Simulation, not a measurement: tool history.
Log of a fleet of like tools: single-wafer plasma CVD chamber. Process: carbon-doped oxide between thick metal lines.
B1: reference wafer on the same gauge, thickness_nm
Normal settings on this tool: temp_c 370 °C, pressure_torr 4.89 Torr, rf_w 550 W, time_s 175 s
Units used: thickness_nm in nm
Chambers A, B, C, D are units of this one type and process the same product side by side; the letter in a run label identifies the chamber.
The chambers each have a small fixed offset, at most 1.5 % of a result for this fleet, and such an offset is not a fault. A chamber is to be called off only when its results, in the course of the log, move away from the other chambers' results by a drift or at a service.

run 1B day=0.138 | temp_c=370 pressure_torr=4.89 rf_w=550 time_s=175 | B1=828.82 | thickness_nm=878.31
run 2A day=0.308 | temp_c=370 pressure_torr=4.89 rf_w=550 time_s=175 | B1=829.08 | thickness_nm=889.83
run 3D day=0.404 | temp_c=370 pressure_torr=4.89 rf_w=550 time_s=175 | B1=828.92 | thickness_nm=887.73
run 4C day=0.525 | temp_c=370 pressure_torr=4.89 rf_w=550 time_s=175 | B1=828.5 | thickness_nm=884.83
run 5D day=0.729 | temp_c=370 pressure_torr=4.89 rf_w=550 time_s=175 | B1=829.01 | thickness_nm=887.77
run 6A day=0.904 | temp_c=370 pressure_torr=4.89 rf_w=495 time_s=149 | B1=829.07 | thickness_nm=709.45
run 7C day=1.017 | temp_c=370 pressure_torr=4.89 rf_w=495 time_s=149 | B1=829.27 | thickness_nm=709.08
run 8B day=1.221 | temp_c=370 pressure_torr=4.89 rf_w=495 time_s=149 | B1=829.58 | thickness_nm=697.42
run 9A day=1.371 | temp_c=370 pressure_torr=4.89 rf_w=495 time_s=149 | B1=828.31 | thickness_nm=710.17
run 10C day=1.467 | temp_c=370 pressure_torr=4.89 rf_w=550 time_s=175 | B1=829.34 | thickness_nm=891.09
run 11B day=1.579 | temp_c=370 pressure_torr=4.89 rf_w=550 time_s=175 | B1=828.11 | thickness_nm=870.48
run 12D day=1.692 | temp_c=370 pressure_torr=4.89 rf_w=550 time_s=175 | B1=829.52 | thickness_nm=890.12
run 13D day=1.871 | temp_c=370 pressure_torr=4.89 rf_w=550 time_s=175 | B1=828.58 | thickness_nm=890.45
run 14B day=2.054 | temp_c=370 pressure_torr=4.89 rf_w=550 time_s=175 | B1=828.57 | thickness_nm=879.07
run 15C day=2.192 | temp_c=370 pressure_torr=4.89 rf_w=550 time_s=175 | B1=828.96 | thickness_nm=885.84
run 16A day=2.371 | temp_c=370 pressure_torr=4.89 rf_w=550 time_s=175 | B1=829.34 | thickness_nm=892.33
run 17C day=2.546 | temp_c=370 pressure_torr=4.89 rf_w=550 time_s=175 | B1=829.17 | thickness_nm=897.86
run 18A day=2.725 | temp_c=370 pressure_torr=4.89 rf_w=550 time_s=175 | B1=828.74 | thickness_nm=899.29
run 19B day=2.904 | temp_c=370 pressure_torr=4.89 rf_w=550 time_s=175 | B1=830.24 | thickness_nm=874.93
run 20D day=3.112 | temp_c=370 pressure_torr=4.89 rf_w=550 time_s=175 | B1=828.25 | thickness_nm=892.32
run 21C day=3.308 | temp_c=370 pressure_torr=4.89 rf_w=550 time_s=175 | B1=829.58 | thickness_nm=894.01
run 22A day=3.504 | temp_c=370 pressure_torr=3.96 rf_w=550 time_s=175 | B1=829.21 | thickness_nm=865.38
run 23B day=3.671 | temp_c=370 pressure_torr=3.96 rf_w=550 time_s=175 | B1=829.05 | thickness_nm=849.87
run 24D day=3.85 | temp_c=370 pressure_torr=3.96 rf_w=550 time_s=175 | B1=828.99 | thickness_nm=863.15
run 25C day=3.942 | temp_c=370 pressure_torr=3.96 rf_w=550 time_s=175 | B1=828.82 | thickness_nm=865.56
run 26A day=4.108 | temp_c=370 pressure_torr=4.89 rf_w=550 time_s=175 | B1=829.17 | thickness_nm=895.28
run 27D day=4.217 | temp_c=370 pressure_torr=4.89 rf_w=550 time_s=175 | B1=829.5 | thickness_nm=896.41
run 28B day=4.317 | temp_c=370 pressure_torr=4.89 rf_w=550 time_s=175 | B1=828.37 | thickness_nm=878.8
run 29A day=4.442 | temp_c=370 pressure_torr=4.89 rf_w=550 time_s=175 | B1=829.2 | thickness_nm=893.17
run 30C day=4.633 | temp_c=370 pressure_torr=4.89 rf_w=550 time_s=175 | B1=828.95 | thickness_nm=886.91
run 31B day=4.783 | temp_c=370 pressure_torr=4.89 rf_w=550 time_s=175 | B1=830.27 | thickness_nm=875.29
run 32D day=4.983 | temp_c=370 pressure_torr=5.64 rf_w=550 time_s=175 | B1=828.04 | thickness_nm=906.09
run 33D day=5.142 | temp_c=370 pressure_torr=5.64 rf_w=550 time_s=175 | B1=828.87 | thickness_nm=905.85
run 34B day=5.35 | temp_c=370 pressure_torr=5.64 rf_w=550 time_s=175 | B1=828.92 | thickness_nm=898.96
run 35A day=5.462 | temp_c=370 pressure_torr=5.64 rf_w=550 time_s=175 | B1=828.46 | thickness_nm=911.85
run 36C day=5.6 | temp_c=370 pressure_torr=4.89 rf_w=550 time_s=193 | B1=829.18 | thickness_nm=979.48
run 37D day=5.692 | temp_c=370 pressure_torr=4.89 rf_w=550 time_s=193 | B1=828.52 | thickness_nm=974.37
run 38B day=5.821 | temp_c=370 pressure_torr=4.89 rf_w=550 time_s=193 | B1=829.18 | thickness_nm=963.89

Predict what each chamber gives when all 4 of them run the settings below next.
run 39A day=5.971 | temp_c=359 pressure_torr=4.89 rf_w=550 time_s=175 | thickness_nm=?
run 39B day=5.971 | temp_c=359 pressure_torr=4.89 rf_w=550 time_s=175 | thickness_nm=?
run 39C day=5.971 | temp_c=359 pressure_torr=4.89 rf_w=550 time_s=175 | thickness_nm=?
run 39D day=5.971 | temp_c=359 pressure_torr=4.89 rf_w=550 time_s=175 | thickness_nm=?

run=39A thickness_nm=916.46
run=39B thickness_nm=894.26
run=39C thickness_nm=909.18
run=39D thickness_nm=913.58
